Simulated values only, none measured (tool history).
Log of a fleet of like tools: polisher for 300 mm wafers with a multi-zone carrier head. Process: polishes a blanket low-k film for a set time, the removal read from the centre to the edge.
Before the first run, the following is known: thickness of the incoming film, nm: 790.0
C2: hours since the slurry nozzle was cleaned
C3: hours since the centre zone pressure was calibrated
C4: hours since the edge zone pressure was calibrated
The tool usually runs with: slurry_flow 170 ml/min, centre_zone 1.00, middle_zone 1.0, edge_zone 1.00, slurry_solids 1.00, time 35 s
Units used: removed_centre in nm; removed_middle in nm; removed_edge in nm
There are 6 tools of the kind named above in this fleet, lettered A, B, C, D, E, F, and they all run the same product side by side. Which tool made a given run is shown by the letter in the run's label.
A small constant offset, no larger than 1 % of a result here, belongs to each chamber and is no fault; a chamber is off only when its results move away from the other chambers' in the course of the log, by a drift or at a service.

-- hour=0.2 chamber E: centre zone pressure recalibrated
run 1F hour=6.4 | slurry_flow=170 centre_zone=1.00 middle_zone=1.0 edge_zone=1.00 slurry_solids=1.00 time=35 | wafers_polished_on_this_pad=693 C2=296.5 C3=1255.0 C4=382.6 | removed_centre=19.106 removed_middle=18.746 removed_edge=18.767
-- hour=6.6 chamber F: worn pad replaced by a new one
-- hour=9.0 chamber C: worn pad replaced by a new one
run 2A hour=11.4 | slurry_flow=170 centre_zone=1.00 middle_zone=1.0 edge_zone=1.00 slurry_solids=1.00 time=35 | wafers_polished_on_this_pad=486 C2=404.6 C3=310.1 C4=923.6 | removed_centre=19.009 removed_middle=18.673 removed_edge=18.984
run 3B hour=17.9 | slurry_flow=170 centre_zone=1.00 middle_zone=1.0 edge_zone=1.00 slurry_solids=1.00 time=35 | wafers_polished_on_this_pad=766 C2=107.3 C3=1211.6 C4=487.8 | removed_centre=19.059 removed_middle=18.851 removed_edge=19.424
run 4C hour=28.0 | slurry_flow=170 centre_zone=1.00 middle_zone=1.0 edge_zone=1.00 slurry_solids=1.00 time=35 | wafers_polished_on_this_pad=238 C2=253.5 C3=344.9 C4=325.6 | removed_centre=19.195 removed_middle=18.703 removed_edge=19.053
run 5D hour=33.7 | slurry_flow=170 centre_zone=1.00 middle_zone=1.0 edge_zone=1.00 slurry_solids=1.00 time=35 | wafers_polished_on_this_pad=478 C2=477.1 C3=86.4 C4=616.7 | removed_centre=19.292 removed_middle=18.974 removed_edge=19.173
run 6E hour=41.1 | slurry_flow=170 centre_zone=1.00 middle_zone=1.0 edge_zone=1.00 slurry_solids=1.00 time=35 | wafers_polished_on_this_pad=716 C2=194.1 C3=41.0 C4=489.5 | removed_centre=19.094 removed_middle=19.083 removed_edge=18.642
-- hour=44.2 chamber E: worn pad replaced by a new one
run 7D hour=45.9 | slurry_flow=170 centre_zone=1.00 middle_zone=1.0 edge_zone=1.00 slurry_solids=1.00 time=35 | wafers_polished_on_this_pad=631 C2=489.3 C3=98.6 C4=628.9 | removed_centre=19.243 removed_middle=18.833 removed_edge=19.286
-- hour=49.5 chamber B: worn pad replaced by a new one
run 8A hour=53.8 | slurry_flow=170 centre_zone=1.00 middle_zone=1.0 edge_zone=0.89 slurry_solids=1.00 time=35 | wafers_polished_on_this_pad=1016 C2=447.0 C3=352.5 C4=966.0 | removed_centre=19.172 removed_middle=18.866 removed_edge=17.942
-- hour=57.5 chamber A: worn pad replaced by a new one
-- hour=58.6 chamber E: slurry nozzle cleaned
-- hour=63.4 chamber F: worn pad replaced by a new one
run 9F hour=63.8 | slurry_flow=170 centre_zone=1.00 middle_zone=1.0 edge_zone=0.89 slurry_solids=1.00 time=35 | wafers_polished_on_this_pad=5 C2=353.9 C3=1312.4 C4=440.0 | removed_centre=19.142 removed_middle=19.291 removed_edge=17.743
-- hour=65.2 chamber A: centre zone pressure recalibrated
-- hour=65.8 chamber D: worn pad replaced by a new one
run 10E hour=69.5 | slurry_flow=170 centre_zone=1.00 middle_zone=1.0 edge_zone=0.89 slurry_solids=1.00 time=35 | wafers_polished_on_this_pad=317 C2=10.9 C3=69.4 C4=517.9 | removed_centre=19.172 removed_middle=19.371 removed_edge=17.942
run 11B hour=75.4 | slurry_flow=170 centre_zone=1.00 middle_zone=1.0 edge_zone=0.89 slurry_solids=1.00 time=35 | wafers_polished_on_this_pad=324 C2=164.8 C3=1269.1 C4=545.3 | removed_centre=19.241 removed_middle=18.931 removed_edge=18.170
-- hour=81.2 chamber C: worn pad replaced by a new one
run 12C hour=85.0 | slurry_flow=170 centre_zone=1.00 middle_zone=1.0 edge_zone=0.89 slurry_solids=1.00 time=35 | wafers_polished_on_this_pad=48 C2=310.5 C3=401.9 C4=382.6 | removed_centre=19.200 removed_middle=19.015 removed_edge=17.810
-- hour=94.1 chamber B: centre zone pressure recalibrated
-- hour=94.7 chamber E: worn pad replaced by a new one
run 13D hour=95.3 | slurry_flow=170 centre_zone=1.00 middle_zone=1.0 edge_zone=0.89 slurry_solids=1.00 time=35 | wafers_polished_on_this_pad=369 C2=538.7 C3=148.0 C4=678.3 | removed_centre=19.175 removed_middle=19.122 removed_edge=18.167
run 14C hour=104.1 | slurry_flow=170 centre_zone=1.00 middle_zone=1.0 edge_zone=0.94 slurry_solids=1.00 time=40 | wafers_polished_on_this_pad=286 C2=329.6 C3=421.0 C4=401.7 | removed_centre=21.917 removed_middle=21.889 removed_edge=20.928
-- hour=107.4 chamber F: centre zone pressure recalibrated
run 15A hour=113.4 | slurry_flow=170 centre_zone=1.00 middle_zone=1.0 edge_zone=0.94 slurry_solids=1.00 time=40 | wafers_polished_on_this_pad=699 C2=506.6 C3=48.2 C4=1025.6 | removed_centre=21.755 removed_middle=21.474 removed_edge=21.161
run 16B hour=119.1 | slurry_flow=170 centre_zone=1.00 middle_zone=1.0 edge_zone=0.94 slurry_solids=1.00 time=40 | wafers_polished_on_this_pad=871 C2=208.5 C3=25.1 C4=589.0 | removed_centre=21.650 removed_middle=21.506 removed_edge=21.091
-- hour=123.6 chamber F: worn pad replaced by a new one
-- hour=129.0 chamber A: worn pad replaced by a new one
run 17E hour=129.6 | slurry_flow=170 centre_zone=1.00 middle_zone=1.0 edge_zone=0.94 slurry_solids=1.00 time=40 | wafers_polished_on_this_pad=437 C2=71.0 C3=129.5 C4=578.0 | removed_centre=21.853 removed_middle=21.859 removed_edge=21.167
run 18F hour=135.7 | slurry_flow=170 centre_zone=1.00 middle_zone=1.0 edge_zone=0.94 slurry_solids=1.00 time=40 | wafers_polished_on_this_pad=151 C2=425.8 C3=28.3 C4=511.9 | removed_centre=22.738 removed_middle=21.894 removed_edge=21.095
-- hour=139.8 chamber D: worn pad replaced by a new one
-- hour=139.8 chamber B: worn pad replaced by a new one
run 19D hour=140.3 | slurry_flow=170 centre_zone=1.00 middle_zone=1.0 edge_zone=0.94 slurry_solids=1.00 time=40 | wafers_polished_on_this_pad=6 C2=583.7 C3=193.0 C4=723.3 | removed_centre=21.896 removed_middle=21.674 removed_edge=21.159
-- hour=145.9 chamber C: worn pad replaced by a new one
run 20C hour=148.0 | slurry_flow=170 centre_zone=1.00 middle_zone=1.0 edge_zone=1.00 slurry_solids=1.00 time=35 | wafers_polished_on_this_pad=27 C2=373.5 C3=464.9 C4=445.6 | removed_centre=19.344 removed_middle=18.919 removed_edge=18.876
-- hour=149.7 chamber A: slurry nozzle cleaned
-- hour=150.7 chamber C: centre zone pressure recalibrated
-- hour=152.3 chamber E: worn pad replaced by a new one
run 21E hour=155.4 | slurry_flow=170 centre_zone=1.11 middle_zone=1.0 edge_zone=1.00 slurry_solids=0.85 time=35 | wafers_polished_on_this_pad=38 C2=96.8 C3=155.3 C4=603.8 | removed_centre=19.801 removed_middle=17.768 removed_edge=17.648
run 22A hour=165.9 | slurry_flow=170 centre_zone=1.11 middle_zone=1.0 edge_zone=1.00 slurry_solids=0.85 time=35 | wafers_polished_on_this_pad=462 C2=16.3 C3=100.7 C4=1078.1 | removed_centre=19.778 removed_middle=17.634 removed_edge=17.559
-- hour=167.1 chamber D: slurry nozzle cleaned
run 23B hour=170.6 | slurry_flow=170 centre_zone=1.11 middle_zone=1.0 edge_zone=1.00 slurry_solids=0.85 time=35 | wafers_polished_on_this_pad=386 C2=260.0 C3=76.6 C4=640.5 | removed_centre=19.691 removed_middle=17.466 removed_edge=17.596
-- hour=174.3 chamber F: worn pad replaced by a new one
run 24F hour=175.7 | slurry_flow=170 centre_zone=1.11 middle_zone=1.0 edge_zone=1.00 slurry_solids=0.85 time=35 | wafers_polished_on_this_pad=18 C2=465.8 C3=68.3 C4=551.9 | removed_centre=20.856 removed_middle=17.545 removed_edge=17.646
run 25D hour=183.8 | slurry_flow=170 centre_zone=1.11 middle_zone=1.0 edge_zone=1.00 slurry_solids=0.85 time=35 | wafers_polished_on_this_pad=550 C2=16.7 C3=236.5 C4=766.8 | removed_centre=19.763 removed_middle=17.861 removed_edge=17.815
run 26E hour=192.4 | slurry_flow=170 centre_zone=1.11 middle_zone=1.0 edge_zone=1.00 slurry_solids=0.85 time=35 | wafers_polished_on_this_pad=501 C2=133.8 C3=192.3 C4=640.8 | removed_centre=19.767 removed_middle=17.494 removed_edge=17.529
run 27A hour=197.3 | slurry_flow=170 centre_zone=1.00 middle_zone=1.0 edge_zone=1.00 slurry_solids=1.00 time=35 | wafers_polished_on_this_pad=855 C2=47.7 C3=132.1 C4=1109.5 | removed_centre=19.103 removed_middle=18.645 removed_edge=18.765
-- hour=203.0 chamber A: worn pad replaced by a new one
-- hour=206.0 chamber E: worn pad replaced by a new one
run 28F hour=206.5 | slurry_flow=170 centre_zone=1.00 middle_zone=1.0 edge_zone=1.00 slurry_solids=1.00 time=35 | wafers_polished_on_this_pad=403 C2=496.6 C3=99.1 C4=582.7 | removed_centre=20.061 removed_middle=18.836 removed_edge=19.098
-- hour=206.8 chamber C: worn pad replaced by a new one
-- hour=212.2 chamber A: edge zone pressure recalibrated
run 29B hour=215.9 | slurry_flow=170 centre_zone=1.00 middle_zone=1.0 edge_zone=1.00 slurry_solids=1.00 time=35 | wafers_polished_on_this_pad=952 C2=305.3 C3=121.9 C4=685.8 | removed_centre=19.011 removed_middle=19.366 removed_edge=19.147
run 30C hour=222.7 | slurry_flow=170 centre_zone=1.00 middle_zone=1.1 edge_zone=1.00 slurry_solids=1.00 time=42 | wafers_polished_on_this_pad=199 C2=448.2 C3=72.1 C4=520.3 | removed_centre=23.249 removed_middle=24.595 removed_edge=22.676
-- hour=224.0 chamber D: worn pad replaced by a new one
-- hour=224.7 chamber C: slurry nozzle cleaned
run 31F hour=227.8 | slurry_flow=170 centre_zone=1.00 middle_zone=1.1 edge_zone=1.00 slurry_solids=1.00 time=42 | wafers_polished_on_this_pad=669 C2=517.9 C3=120.4 C4=604.0 | removed_centre=23.693 removed_middle=24.788 removed_edge=22.789
-- hour=228.4 chamber B: worn pad replaced by a new one
run 32D hour=232.9 | slurry_flow=170 centre_zone=1.00 middle_zone=1.1 edge_zone=1.00 slurry_solids=1.00 time=42 | wafers_polished_on_this_pad=111 C2=65.8 C3=285.6 C4=815.9 | removed_centre=23.301 removed_middle=24.700 removed_edge=22.977
run 33A hour=237.7 | slurry_flow=170 centre_zone=1.00 middle_zone=1.1 edge_zone=1.00 slurry_solids=1.00 time=42 | wafers_polished_on_this_pad=434 C2=88.1 C3=172.5 C4=25.6 | removed_centre=22.899 removed_middle=24.639 removed_edge=22.748
run 34E hour=245.8 | slurry_flow=170 centre_zone=1.00 middle_zone=1.1 edge_zone=1.00 slurry_solids=1.00 time=42 | wafers_polished_on_this_pad=498 C2=187.2 C3=245.7 C4=694.2 | removed_centre=23.058 removed_middle=24.375 removed_edge=22.560
run 35B hour=254.4 | slurry_flow=170 centre_zone=1.00 middle_zone=1.1 edge_zone=1.00 slurry_solids=1.00 time=42 | wafers_polished_on_this_pad=325 C2=343.8 C3=160.4 C4=724.3 | removed_centre=22.989 removed_middle=25.244 removed_edge=22.893
run 36C hour=261.9 | slurry_flow=170 centre_zone=1.00 middle_zone=1.0 edge_zone=1.00 slurry_solids=1.00 time=35 | wafers_polished_on_this_pad=689 C2=37.2 C3=111.3 C4=559.5 | removed_centre=19.229 removed_middle=18.988 removed_edge=18.997
-- hour=264.1 chamber C: worn pad replaced by a new one
run 37D hour=266.9 | slurry_flow=170 centre_zone=1.00 middle_zone=1.0 edge_zone=1.00 slurry_solids=1.00 time=35 | wafers_polished_on_this_pad=536 C2=99.8 C3=319.6 C4=849.9 | removed_centre=19.031 removed_middle=18.907 removed_edge=19.203
run 38C hour=274.5 | slurry_flow=170 centre_zone=1.00 middle_zone=1.0 edge_zone=1.00 slurry_solids=1.00 time=35 | wafers_polished_on_this_pad=130 C2=49.8 C3=123.9 C4=572.1 | removed_centre=19.243 removed_middle=19.053 removed_edge=18.990
run 39A hour=279.8 | slurry_flow=170 centre_zone=1.00 middle_zone=1.0 edge_zone=1.00 slurry_solids=1.00 time=35 | wafers_polished_on_this_pad=960 C2=130.2 C3=214.6 C4=67.7 | removed_centre=19.070 removed_middle=18.880 removed_edge=18.755

What goes on in this fleet: one chamber off, a drifting gauge, or nothing beyond the chambers' own small offsets? Name the chamber and the cause, if any.

A service on chamber F put it out of line with the rest.
What lies behind it: centre zone's pressure above its setpoint, % = 4.22.

Here are 4 candidates for chamber F's next run, each the usual settings with a change, their results left as question marks. Which one brings its results back in line with what the others give on the usual settings?
Allowed miss from the other chambers' usual-settings mean, per result, to count as in line: removed_centre 0.410 nm; removed_middle 0.720 nm; removed_edge 0.430 nm
run 40F-1 hour=287.4 | slurry_flow=165 centre_zone=0.96 middle_zone=1.00 edge_zone=1.02 slurry_solids=1.00 time=35 | removed_centre=? removed_middle=? removed_edge=?
run 40F-2 hour=287.4 | slurry_flow=165 centre_zone=0.93 middle_zone=1.01 edge_zone=1.03 slurry_solids=1.00 time=35 | removed_centre=? removed_middle=? removed_edge=?
run 40F-3 hour=287.4 | slurry_flow=175 centre_zone=1.04 middle_zone=1.00 edge_zone=0.98 slurry_solids=1.00 time=35 | removed_centre=? removed_middle=? removed_edge=?
run 40F-4 hour=287.4 | slurry_flow=175 centre_zone=1.07 middle_zone=0.99 edge_zone=0.97 slurry_solids=1.00 time=35 | removed_centre=? removed_middle=? removed_edge=?

What the other chambers average on the usual settings: removed_centre 19.102 nm; removed_middle 18.958 nm; removed_edge 19.038 nm
run=40F-1 removed_centre=18.903 removed_middle=18.819 removed_edge=19.008
run=40F-2 removed_centre=18.259 removed_middle=18.997 removed_edge=19.103
run=40F-3 removed_centre=20.854 removed_middle=18.997 removed_edge=18.748
run=40F-4 removed_centre=21.505 removed_middle=18.817 removed_edge=18.652
40F-1 puts the chamber back in line with the other chambers.
